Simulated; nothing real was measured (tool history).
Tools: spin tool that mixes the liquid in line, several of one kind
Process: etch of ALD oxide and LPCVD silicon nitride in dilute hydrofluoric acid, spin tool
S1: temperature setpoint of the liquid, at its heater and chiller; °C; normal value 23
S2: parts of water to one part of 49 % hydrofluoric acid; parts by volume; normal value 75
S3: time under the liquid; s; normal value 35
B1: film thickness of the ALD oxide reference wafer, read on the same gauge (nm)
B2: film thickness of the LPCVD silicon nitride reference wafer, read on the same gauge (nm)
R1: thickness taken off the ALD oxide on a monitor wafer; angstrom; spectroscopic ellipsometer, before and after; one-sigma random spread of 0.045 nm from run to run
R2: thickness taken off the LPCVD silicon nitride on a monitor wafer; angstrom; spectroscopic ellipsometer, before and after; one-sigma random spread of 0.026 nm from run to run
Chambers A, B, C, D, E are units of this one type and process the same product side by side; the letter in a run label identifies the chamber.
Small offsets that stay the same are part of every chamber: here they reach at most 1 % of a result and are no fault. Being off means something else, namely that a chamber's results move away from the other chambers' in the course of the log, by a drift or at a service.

run   hour  S1   S2  S3      B1      B2      R1       R2
 1C   14.1  23   75  35  109.98  90.008  67.428   1.9566
 2E   21.2  23   75  35  110.03  90.016  66.671   2.2257
 3B   34.7  23   75  35  109.96  90.002  67.406   2.7755
 4A   46.9  23   75  35     110  89.996  65.443   2.1445
 5D   57.4  23   75  35     110  89.998  67.409   2.5494
 6B   64.7  23   75  35  109.95  90.001   66.42   2.5992
      67.4  -- chamber E: thermometer replaced
 7D   71.8  23   75  35  109.97  89.994  66.858   2.6626
 8C   80.7  23   75  35  109.97  89.971  67.863   2.0612
      89.3  -- chamber A: hydrofluoric acid flow meter replaced
 9E   93.2  23   75  35  110.01  89.999  66.015   2.1232
10A  107.4  23   75  35  110.03  89.986   65.96   2.4049
11B  119.7  23   75  15  110.04   90.01  28.654   1.0115
12C  132.1  23   75  15  110.01  90.003  28.785   1.2853
13E  145.7  23   75  15     110  90.004  28.648    1.041
14A  153.2  23   75  15  110.05  90.001  28.313   1.1579
15D  162.8  23   75  15  110.05      90   28.77  0.97184
16B  175.8  23   75  35  110.01  89.979  66.587   2.9048
17C  182.4  23   75  35  110.02  90.015  66.798   1.7854
18D  191.5  23   75  35     110  89.995  67.411   2.4466
19E  206.4  23   75  35  110.03  90.007  67.345   2.2659
20A  215.7  23   75  35  110.01  89.992  66.877    2.033
21E  227.4  23   75  35  110.01  90.022  65.878   2.0967
22D  236.2  23   75  35  109.99  89.994  67.685   2.4426
23A  244.1  23   75  35     110  89.997  65.962    2.883
24B  256.7  23   75  35  110.02   89.99  65.503   2.2204
25C    271  23  115  40     110  90.011  47.444   1.9665
26E    280  23  115  40  110.04  90.013  47.762   2.1621
27D  290.7  23  115  40  110.02  90.012  47.558   2.1098
28B  301.3  23  115  40  110.03  89.987  45.859   1.5719
29C  309.3  23  115  40  110.03  89.985   47.78   1.9411
30A  319.1  23   75  35     110  89.983   66.14   2.5577
31A  329.1  20   75  25     110  90.008  41.938   1.3121
32E  336.6  20   75  25  110.02  89.988  41.684   1.6225
33C  343.6  20   75  25  110.02  89.993   42.36    1.061
34D  354.9  20   75  25  109.97  90.006  42.395   1.3854
35B  368.9  20   75  25  109.97  89.989  39.775   1.1892
     371.6  -- chamber A: thermometer replaced
36C  377.3  23   75  35  109.98  90.005   67.87   2.7271
37A  390.4  23   75  35  109.98  89.985  66.419   2.0871
38B  400.8  23   75  35     110  90.006  62.531   2.2567
39D  407.8  23   75  50     110  90.001  96.362   3.6197
40E  414.8  23   75  50  109.99  90.005  94.924   2.9135
41A  422.6  23   75  50  109.95  89.991  93.748   3.6053
     423.9  -- chamber C: hydrofluoric acid flow meter replaced
42D  431.5  23   75  50  110.01  89.991  96.336   4.2831
43C    446  23   75  50  110.01  89.991  94.795   2.9054
44E    459  23   75  35  110.04  90.001  66.847   2.1889

What goes on in this fleet: one chamber off, a drifting gauge, or nothing beyond the chambers' own small offsets? Name the chamber and the cause, if any.

One chamber, B, drifts off from the rest bit by bit.
Most likely cause: liquid colder than its thermometer reads (K) = 2.13.

Chamber B could run next with any of the 4 candidate recipes listed below; each alters the usual settings, and their results appear as question marks. Which one brings its results back in line with what the other chambers deliver on the usual settings?
In line here means within this much of the mean the other chambers give on the usual settings: R1 1.6 angstrom; R2 0.91 angstrom
45B-1  469.9  22  75  35           ?   ?
45B-2  469.9  25  75  35           ?   ?
45B-3  469.9  21  75  35           ?   ?
45B-4  469.9  24  75  35           ?   ?

Average result of the remaining chambers running the usual settings: R1 66.694 angstrom; R2 2.3667 angstrom
  run      R1      R2
45B-1  58.625  2.0863
45B-2  66.215  2.5499
45B-3  56.239  1.9484
45B-4  63.611  2.3867
Change 45B-2 lands the chamber within the allowed miss of the other chambers.

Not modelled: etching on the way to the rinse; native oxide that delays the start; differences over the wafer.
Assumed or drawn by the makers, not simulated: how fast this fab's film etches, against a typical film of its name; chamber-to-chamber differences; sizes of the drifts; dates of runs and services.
